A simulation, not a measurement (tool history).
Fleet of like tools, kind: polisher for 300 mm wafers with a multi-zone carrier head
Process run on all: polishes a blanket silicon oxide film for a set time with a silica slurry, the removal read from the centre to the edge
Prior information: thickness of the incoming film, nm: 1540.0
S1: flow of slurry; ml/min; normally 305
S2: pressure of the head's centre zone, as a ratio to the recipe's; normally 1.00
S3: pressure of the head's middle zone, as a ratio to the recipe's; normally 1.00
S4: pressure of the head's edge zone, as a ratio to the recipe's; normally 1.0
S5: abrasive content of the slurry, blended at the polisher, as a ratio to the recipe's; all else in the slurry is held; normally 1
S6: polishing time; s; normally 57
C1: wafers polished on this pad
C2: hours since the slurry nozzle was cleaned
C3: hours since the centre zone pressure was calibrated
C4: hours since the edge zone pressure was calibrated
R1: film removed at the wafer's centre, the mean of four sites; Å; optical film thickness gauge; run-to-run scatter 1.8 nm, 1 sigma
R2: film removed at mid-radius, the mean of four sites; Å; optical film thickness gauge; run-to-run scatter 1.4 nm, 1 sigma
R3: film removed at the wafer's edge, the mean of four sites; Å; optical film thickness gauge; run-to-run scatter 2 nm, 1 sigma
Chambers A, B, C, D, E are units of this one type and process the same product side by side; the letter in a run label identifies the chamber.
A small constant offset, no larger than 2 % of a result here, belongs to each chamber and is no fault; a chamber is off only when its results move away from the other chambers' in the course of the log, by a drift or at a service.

-- hour=4.1 chamber A: worn pad replaced by a new one
-- hour=5.2 chamber D: centre zone pressure recalibrated
run 1D hour=6.3 | S1=305 S2=1.00 S3=1.00 S4=1.0 S5=1 S6=57 | C1=732 C2=410.0 C3=1.2 C4=16.4 | R1=1817.6 R2=1831.6 R3=1882.3
run 2A hour=13.6 | S1=305 S2=1.00 S3=1.00 S4=1.0 S5=1 S6=57 | C1=131 C2=19.2 C3=176.3 C4=833.8 | R1=1864.9 R2=1869.3 R3=1855.1
run 3C hour=20.8 | S1=305 S2=1.00 S3=1.00 S4=1.0 S5=1 S6=57 | C1=628 C2=239.5 C3=669.5 C4=262.1 | R1=1846.9 R2=1852.5 R3=1890.4
run 4E hour=28.1 | S1=305 S2=1.00 S3=1.00 S4=1.0 S5=1 S6=57 | C1=394 C2=406.3 C3=834.6 C4=678.6 | R1=1835.1 R2=1838.8 R3=1809.1
-- hour=29.8 chamber C: worn pad replaced by a new one
-- hour=34.0 chamber E: slurry nozzle cleaned
-- hour=35.4 chamber D: worn pad replaced by a new one
run 5B hour=36.7 | S1=305 S2=1.00 S3=1.00 S4=1.0 S5=1 S6=57 | C1=601 C2=283.8 C3=413.0 C4=625.3 | R1=1870.6 R2=1789.2 R3=1848.8
run 6C hour=44.4 | S1=305 S2=1.00 S3=1.00 S4=1.0 S5=1 S6=57 | C1=202 C2=263.1 C3=693.1 C4=285.7 | R1=1822.0 R2=1842.3 R3=1898.3
run 7E hour=51.5 | S1=305 S2=1.00 S3=1.00 S4=1.0 S5=1 S6=57 | C1=717 C2=17.6 C3=858.0 C4=702.0 | R1=1857.1 R2=1828.9 R3=1820.2
run 8D hour=57.2 | S1=305 S2=1.00 S3=1.00 S4=1.0 S5=1 S6=57 | C1=301 C2=460.9 C3=52.1 C4=67.3 | R1=1814.9 R2=1861.2 R3=1857.2
run 9A hour=63.2 | S1=305 S2=1.00 S3=1.00 S4=1.0 S5=1 S6=57 | C1=816 C2=68.8 C3=225.9 C4=883.4 | R1=1822.2 R2=1856.2 R3=1852.0
-- hour=67.8 chamber A: worn pad replaced by a new one
run 10B hour=69.2 | S1=305 S2=1.00 S3=1.00 S4=1.0 S5=1 S6=57 | C1=1050 C2=316.3 C3=445.5 C4=657.8 | R1=1836.7 R2=1813.3 R3=1868.0
-- hour=70.9 chamber D: slurry nozzle cleaned
run 11C hour=75.7 | S1=305 S2=1.00 S3=1.00 S4=1.0 S5=1 S6=57 | C1=634 C2=294.4 C3=724.4 C4=317.0 | R1=1818.6 R2=1827.3 R3=1906.1
-- hour=79.8 chamber E: worn pad replaced by a new one
-- hour=80.8 chamber B: centre zone pressure recalibrated
run 12A hour=84.0 | S1=305 S2=1.09 S3=1.00 S4=1.0 S5=1 S6=67 | C1=224 C2=89.6 C3=246.7 C4=904.2 | R1=2362.6 R2=2191.7 R3=2160.2
run 13E hour=90.7 | S1=305 S2=1.09 S3=1.00 S4=1.0 S5=1 S6=67 | C1=150 C2=56.8 C3=897.2 C4=741.2 | R1=2387.0 R2=2158.9 R3=2189.9
-- hour=94.5 chamber C: worn pad replaced by a new one
run 14D hour=95.4 | S1=305 S2=1.09 S3=1.00 S4=1.0 S5=1 S6=67 | C1=829 C2=24.5 C3=90.3 C4=105.5 | R1=2395.4 R2=2193.7 R3=2163.8
run 15B hour=99.4 | S1=305 S2=1.09 S3=1.00 S4=1.0 S5=1 S6=67 | C1=1467 C2=346.5 C3=18.6 C4=688.0 | R1=2396.9 R2=2113.2 R3=2170.8
-- hour=102.2 chamber D: worn pad replaced by a new one
-- hour=105.1 chamber B: worn pad replaced by a new one
run 16D hour=106.6 | S1=305 S2=1.09 S3=1.00 S4=1.0 S5=1 S6=67 | C1=61 C2=35.7 C3=101.5 C4=116.7 | R1=2369.7 R2=2171.5 R3=2147.6
run 17A hour=112.6 | S1=305 S2=1.00 S3=1.00 S4=1.0 S5=1 S6=57 | C1=619 C2=118.2 C3=275.3 C4=932.8 | R1=1831.1 R2=1825.6 R3=1859.0
-- hour=115.7 chamber E: centre zone pressure recalibrated
run 18B hour=118.7 | S1=305 S2=1.00 S3=1.00 S4=1.0 S5=1 S6=57 | C1=187 C2=365.8 C3=37.9 C4=707.3 | R1=1871.7 R2=1823.0 R3=1864.3
run 19C hour=126.1 | S1=305 S2=1.00 S3=1.00 S4=1.0 S5=1 S6=57 | C1=437 C2=344.8 C3=774.8 C4=367.4 | R1=1840.1 R2=1817.3 R3=1864.3
-- hour=130.8 chamber A: worn pad replaced by a new one
run 20E hour=134.4 | S1=305 S2=1.00 S3=1.00 S4=1.0 S5=1 S6=57 | C1=754 C2=100.5 C3=18.8 C4=784.9 | R1=1838.6 R2=1827.6 R3=1850.2
run 21D hour=141.3 | S1=305 S2=1.00 S3=1.00 S4=1.0 S5=1 S6=57 | C1=540 C2=70.4 C3=136.2 C4=151.4 | R1=1850.6 R2=1819.7 R3=1846.1
run 22A hour=149.1 | S1=305 S2=1.00 S3=1.00 S4=1.0 S5=1 S6=57 | C1=252 C2=154.7 C3=311.8 C4=969.3 | R1=1819.0 R2=1890.8 R3=1823.8
run 23C hour=153.6 | S1=305 S2=1.00 S3=1.00 S4=1.0 S5=1 S6=57 | C1=817 C2=372.3 C3=802.3 C4=394.9 | R1=1865.4 R2=1833.3 R3=1845.6
-- hour=154.4 chamber C: worn pad replaced by a new one
-- hour=157.6 chamber E: worn pad replaced by a new one
run 24E hour=157.8 | S1=305 S2=1.00 S3=1.00 S4=1.0 S5=1 S6=57 | C1=3 C2=123.9 C3=42.2 C4=808.3 | R1=1864.0 R2=1827.3 R3=1828.9
run 25B hour=164.2 | S1=305 S2=1.00 S3=1.00 S4=1.0 S5=1 S6=57 | C1=816 C2=411.3 C3=83.4 C4=752.8 | R1=1837.2 R2=1791.8 R3=1823.2
run 26B hour=168.6 | S1=305 S2=1.00 S3=1.00 S4=1.0 S5=1 S6=57 | C1=877 C2=415.7 C3=87.8 C4=757.2 | R1=1849.3 R2=1808.6 R3=1879.4
run 27E hour=174.7 | S1=305 S2=1.00 S3=1.00 S4=1.0 S5=1 S6=57 | C1=237 C2=140.8 C3=59.1 C4=825.2 | R1=1848.0 R2=1835.3 R3=1833.7
-- hour=179.8 chamber D: worn pad replaced by a new one
run 28A hour=180.7 | S1=305 S2=1.00 S3=1.00 S4=1.0 S5=1 S6=57 | C1=689 C2=186.3 C3=343.4 C4=1000.9 | R1=1811.5 R2=1883.5 R3=1794.3
run 29D hour=187.8 | S1=305 S2=1.00 S3=1.11 S4=1.0 S5=1 S6=64 | C1=111 C2=116.9 C3=182.7 C4=197.9 | R1=2034.5 R2=2287.4 R3=2065.5
-- hour=190.8 chamber A: worn pad replaced by a new one
-- hour=193.8 chamber C: centre zone pressure recalibrated
run 30C hour=195.2 | S1=305 S2=1.00 S3=1.11 S4=1.0 S5=1 S6=64 | C1=564 C2=413.9 C3=1.5 C4=436.5 | R1=2095.1 R2=2297.1 R3=2024.4
-- hour=199.1 chamber B: worn pad replaced by a new one
run 31B hour=201.5 | S1=305 S2=1.00 S3=1.11 S4=1.0 S5=1 S6=64 | C1=33 C2=448.6 C3=120.7 C4=790.1 | R1=2070.8 R2=2269.4 R3=2082.1
run 32A hour=207.7 | S1=305 S2=1.00 S3=1.11 S4=1.0 S5=1 S6=64 | C1=233 C2=213.3 C3=370.4 C4=1027.9 | R1=2072.0 R2=2305.6 R3=2042.4
run 33C hour=212.3 | S1=305 S2=1.00 S3=1.11 S4=1.0 S5=1 S6=64 | C1=800 C2=431.0 C3=18.6 C4=453.6 | R1=2087.0 R2=2276.2 R3=2062.7
run 34D hour=218.0 | S1=305 S2=1.00 S3=0.92 S4=0.9 S5=1 S6=57 | C1=528 C2=147.1 C3=212.9 C4=228.1 | R1=1844.2 R2=1707.3 R3=1749.4
run 35E hour=223.9 | S1=305 S2=1.00 S3=0.92 S4=0.9 S5=1 S6=57 | C1=916 C2=190.0 C3=108.3 C4=874.4 | R1=1838.7 R2=1727.2 R3=1747.0
run 36D hour=231.7 | S1=305 S2=1.00 S3=0.92 S4=0.9 S5=1 S6=57 | C1=718 C2=160.8 C3=226.6 C4=241.8 | R1=1868.7 R2=1719.8 R3=1722.7
run 37E hour=237.0 | S1=305 S2=1.00 S3=0.92 S4=0.9 S5=1 S6=57 | C1=1097 C2=203.1 C3=121.4 C4=887.5 | R1=1847.9 R2=1686.9 R3=1701.6
run 38A hour=242.4 | S1=305 S2=1.00 S3=0.92 S4=0.9 S5=1 S6=57 | C1=712 C2=248.0 C3=405.1 C4=1062.6 | R1=1828.5 R2=1738.8 R3=1731.4
run 39B hour=248.3 | S1=340 S2=0.94 S3=1.00 S4=1.0 S5=1 S6=57 | C1=679 C2=495.4 C3=167.5 C4=836.9 | R1=1727.7 R2=1796.7 R3=1853.6

Next, every chamber runs the same settings. What will each give?
run 40A hour=254.9 | S1=305 S2=1.00 S3=1.00 S4=1.0 S5=1 S6=57 | R1=? R2=? R3=?
run 40B hour=254.9 | S1=305 S2=1.00 S3=1.00 S4=1.0 S5=1 S6=57 | R1=? R2=? R3=?
run 40C hour=254.9 | S1=305 S2=1.00 S3=1.00 S4=1.0 S5=1 S6=57 | R1=? R2=? R3=?
run 40D hour=254.9 | S1=305 S2=1.00 S3=1.00 S4=1.0 S5=1 S6=57 | R1=? R2=? R3=?
run 40E hour=254.9 | S1=305 S2=1.00 S3=1.00 S4=1.0 S5=1 S6=57 | R1=? R2=? R3=?

run=40A R1=1801.8 R2=1875.1 R3=1853.9
run=40B R1=1855.0 R2=1816.0 R3=1793.8
run=40C R1=1888.8 R2=1843.5 R3=1880.3
run=40D R1=1821.9 R2=1846.5 R3=1870.6
run=40E R1=1843.7 R2=1859.0 R3=1806.5

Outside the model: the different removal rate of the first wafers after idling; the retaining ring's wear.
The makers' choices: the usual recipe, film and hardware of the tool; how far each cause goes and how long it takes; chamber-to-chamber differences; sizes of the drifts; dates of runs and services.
